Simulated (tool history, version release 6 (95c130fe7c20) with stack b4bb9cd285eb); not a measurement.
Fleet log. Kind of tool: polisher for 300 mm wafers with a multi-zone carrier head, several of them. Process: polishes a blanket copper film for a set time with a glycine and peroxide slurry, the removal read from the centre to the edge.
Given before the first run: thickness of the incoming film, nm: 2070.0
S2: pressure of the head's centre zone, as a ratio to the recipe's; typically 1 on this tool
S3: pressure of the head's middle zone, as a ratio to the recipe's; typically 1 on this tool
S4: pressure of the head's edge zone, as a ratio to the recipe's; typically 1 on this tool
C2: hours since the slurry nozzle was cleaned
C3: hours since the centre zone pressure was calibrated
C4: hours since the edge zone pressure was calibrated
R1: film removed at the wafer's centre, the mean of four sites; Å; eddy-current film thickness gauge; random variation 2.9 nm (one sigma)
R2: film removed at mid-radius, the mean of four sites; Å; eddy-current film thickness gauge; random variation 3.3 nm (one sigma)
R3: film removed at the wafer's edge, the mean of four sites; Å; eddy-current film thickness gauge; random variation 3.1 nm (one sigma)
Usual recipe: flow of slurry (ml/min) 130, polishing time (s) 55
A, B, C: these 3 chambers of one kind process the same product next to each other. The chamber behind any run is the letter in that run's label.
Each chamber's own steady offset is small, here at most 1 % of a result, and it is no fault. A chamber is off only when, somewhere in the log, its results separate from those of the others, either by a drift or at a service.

-- hour=4 chamber C: worn pad replaced by a new one
run 1A hour=8.2 | flow_of_slurry_(ml/min)=130 S2=1 S3=1 S4=1 polishing_time_(s)=55 | wafers_polished_on_this_pad=456 C2=315.5 C3=375.3 C4=49.6 | R1=3739.3 R2=3754.6 R3=3744.3
run 2C hour=21.8 | flow_of_slurry_(ml/min)=130 S2=1 S3=1 S4=1 polishing_time_(s)=55 | wafers_polished_on_this_pad=228 C2=185.4 C3=942.5 C4=310.6 | R1=3731.7 R2=3689.6 R3=3732.8
run 3B hour=34.6 | flow_of_slurry_(ml/min)=130 S2=1 S3=1 S4=1 polishing_time_(s)=55 | wafers_polished_on_this_pad=785 C2=100.2 C3=459.7 C4=88 | R1=3750.5 R2=3691.4 R3=3752
run 4A hour=45.1 | flow_of_slurry_(ml/min)=130 S2=1 S3=1 S4=1 polishing_time_(s)=55 | wafers_polished_on_this_pad=927 C2=352.4 C3=412.2 C4=86.5 | R1=3771.5 R2=3764.6 R3=3741.2
-- hour=48 chamber A: worn pad replaced by a new one
run 5C hour=56.7 | flow_of_slurry_(ml/min)=130 S2=1 S3=1 S4=1 polishing_time_(s)=55 | wafers_polished_on_this_pad=673 C2=220.3 C3=977.4 C4=345.5 | R1=3686.8 R2=3734.6 R3=3702.5
run 6B hour=66 | flow_of_slurry_(ml/min)=130 S2=1 S3=1 S4=1 polishing_time_(s)=55 | wafers_polished_on_this_pad=1186 C2=131.6 C3=491.1 C4=119.4 | R1=3698.6 R2=3720 R3=3706.7
-- hour=71.9 chamber B: worn pad replaced by a new one
run 7B hour=74.8 | flow_of_slurry_(ml/min)=130 S2=1 S3=1 S4=1 polishing_time_(s)=55 | wafers_polished_on_this_pad=37 C2=140.4 C3=499.9 C4=128.2 | R1=3755.1 R2=3735.5 R3=3761.1
run 8A hour=88.5 | flow_of_slurry_(ml/min)=130 S2=1 S3=1 S4=1 polishing_time_(s)=55 | wafers_polished_on_this_pad=517 C2=395.8 C3=455.6 C4=129.9 | R1=3755.9 R2=3726.9 R3=3729
run 9C hour=98.5 | flow_of_slurry_(ml/min)=130 S2=1 S3=1 S4=1 polishing_time_(s)=55 | wafers_polished_on_this_pad=1207 C2=262.1 C3=1019.2 C4=387.3 | R1=3747.1 R2=3686.3 R3=3762.7
run 10A hour=105.9 | flow_of_slurry_(ml/min)=130 S2=1 S3=1 S4=1 polishing_time_(s)=66 | wafers_polished_on_this_pad=739 C2=413.2 C3=473 C4=147.3 | R1=4486 R2=4498.5 R3=4446.3
-- hour=117.9 chamber C: centre zone pressure recalibrated
-- hour=118.9 chamber C: worn pad replaced by a new one
run 11C hour=119.8 | flow_of_slurry_(ml/min)=130 S2=1 S3=1 S4=1 polishing_time_(s)=66 | wafers_polished_on_this_pad=12 C2=283.4 C3=2 C4=408.6 | R1=4394.2 R2=4457.8 R3=4494.4
run 12B hour=128 | flow_of_slurry_(ml/min)=130 S2=1 S3=1 S4=1 polishing_time_(s)=66 | wafers_polished_on_this_pad=716 C2=193.6 C3=553.1 C4=181.4 | R1=4515.5 R2=4463.2 R3=4439.8
-- hour=135.7 chamber A: worn pad replaced by a new one
run 13C hour=139.7 | flow_of_slurry_(ml/min)=130 S2=1 S3=1 S4=1 polishing_time_(s)=55 | wafers_polished_on_this_pad=266 C2=303.3 C3=21.9 C4=428.5 | R1=3669.5 R2=3699.5 R3=3713.9
run 14A hour=150.2 | flow_of_slurry_(ml/min)=130 S2=1 S3=1 S4=1 polishing_time_(s)=55 | wafers_polished_on_this_pad=185 C2=457.5 C3=517.3 C4=191.6 | R1=3704.6 R2=3727.4 R3=3689.6
run 15B hour=161.5 | flow_of_slurry_(ml/min)=130 S2=1 S3=1 S4=1 polishing_time_(s)=55 | wafers_polished_on_this_pad=1144 C2=227.1 C3=586.6 C4=214.9 | R1=3715.9 R2=3709.7 R3=3752.5
run 16C hour=174.1 | flow_of_slurry_(ml/min)=105 S2=1 S3=1 S4=1 polishing_time_(s)=41 | wafers_polished_on_this_pad=705 C2=337.7 C3=56.3 C4=462.9 | R1=2595 R2=2596.6 R3=2698.8
-- hour=176.3 chamber B: worn pad replaced by a new one
run 17A hour=181 | flow_of_slurry_(ml/min)=105 S2=1 S3=1 S4=1 polishing_time_(s)=41 | wafers_polished_on_this_pad=578 C2=488.3 C3=548.1 C4=222.4 | R1=2657.2 R2=2649.3 R3=2652.1
run 18B hour=189.8 | flow_of_slurry_(ml/min)=105 S2=1 S3=1 S4=1 polishing_time_(s)=41 | wafers_polished_on_this_pad=173 C2=255.4 C3=614.9 C4=243.2 | R1=2630.5 R2=2663.7 R3=2732.4
run 19A hour=198.7 | flow_of_slurry_(ml/min)=130 S2=1 S3=1 S4=1 polishing_time_(s)=37 | wafers_polished_on_this_pad=804 C2=506 C3=565.8 C4=240.1 | R1=2503.4 R2=2500.1 R3=2463.9
-- hour=204 chamber B: centre zone pressure recalibrated
-- hour=207.3 chamber B: slurry nozzle cleaned
-- hour=207.5 chamber C: slurry nozzle cleaned
run 20B hour=208.4 | flow_of_slurry_(ml/min)=130 S2=1 S3=1 S4=1 polishing_time_(s)=37 | wafers_polished_on_this_pad=410 C2=1.1 C3=4.5 C4=261.8 | R1=2477.2 R2=2483.9 R3=2563.2
-- hour=215.5 chamber A: worn pad replaced by a new one
run 21C hour=222.6 | flow_of_slurry_(ml/min)=130 S2=1 S3=1 S4=1 polishing_time_(s)=37 | wafers_polished_on_this_pad=1324 C2=15.2 C3=104.8 C4=511.4 | R1=2495.1 R2=2511.5 R3=2504.9
-- hour=232.1 chamber C: worn pad replaced by a new one
run 22C hour=235 | flow_of_slurry_(ml/min)=130 S2=1 S3=1 S4=1 polishing_time_(s)=55 | wafers_polished_on_this_pad=38 C2=27.6 C3=117.2 C4=523.8 | R1=3736.4 R2=3743.1 R3=3715.9
run 23A hour=248.4 | flow_of_slurry_(ml/min)=130 S2=1 S3=1 S4=1 polishing_time_(s)=55 | wafers_polished_on_this_pad=420 C2=555.7 C3=615.5 C4=289.8 | R1=3789.4 R2=3730.2 R3=3718
run 24B hour=258 | flow_of_slurry_(ml/min)=130 S2=1 S3=1 S4=1 polishing_time_(s)=55 | wafers_polished_on_this_pad=1043 C2=50.7 C3=54.1 C4=311.4 | R1=3774.9 R2=3690 R3=3730.6
run 25C hour=269.3 | flow_of_slurry_(ml/min)=130 S2=1 S3=1 S4=1 polishing_time_(s)=55 | wafers_polished_on_this_pad=476 C2=61.9 C3=151.5 C4=558.1 | R1=3703.9 R2=3654.9 R3=3774.8

Is one chamber off against the others, does the gauge drift, or is nothing wrong? If a chamber is off, say which, and what the likeliest cause is.

No chamber is off and the gauge is stable; the differences are just each chamber's small, constant offset.

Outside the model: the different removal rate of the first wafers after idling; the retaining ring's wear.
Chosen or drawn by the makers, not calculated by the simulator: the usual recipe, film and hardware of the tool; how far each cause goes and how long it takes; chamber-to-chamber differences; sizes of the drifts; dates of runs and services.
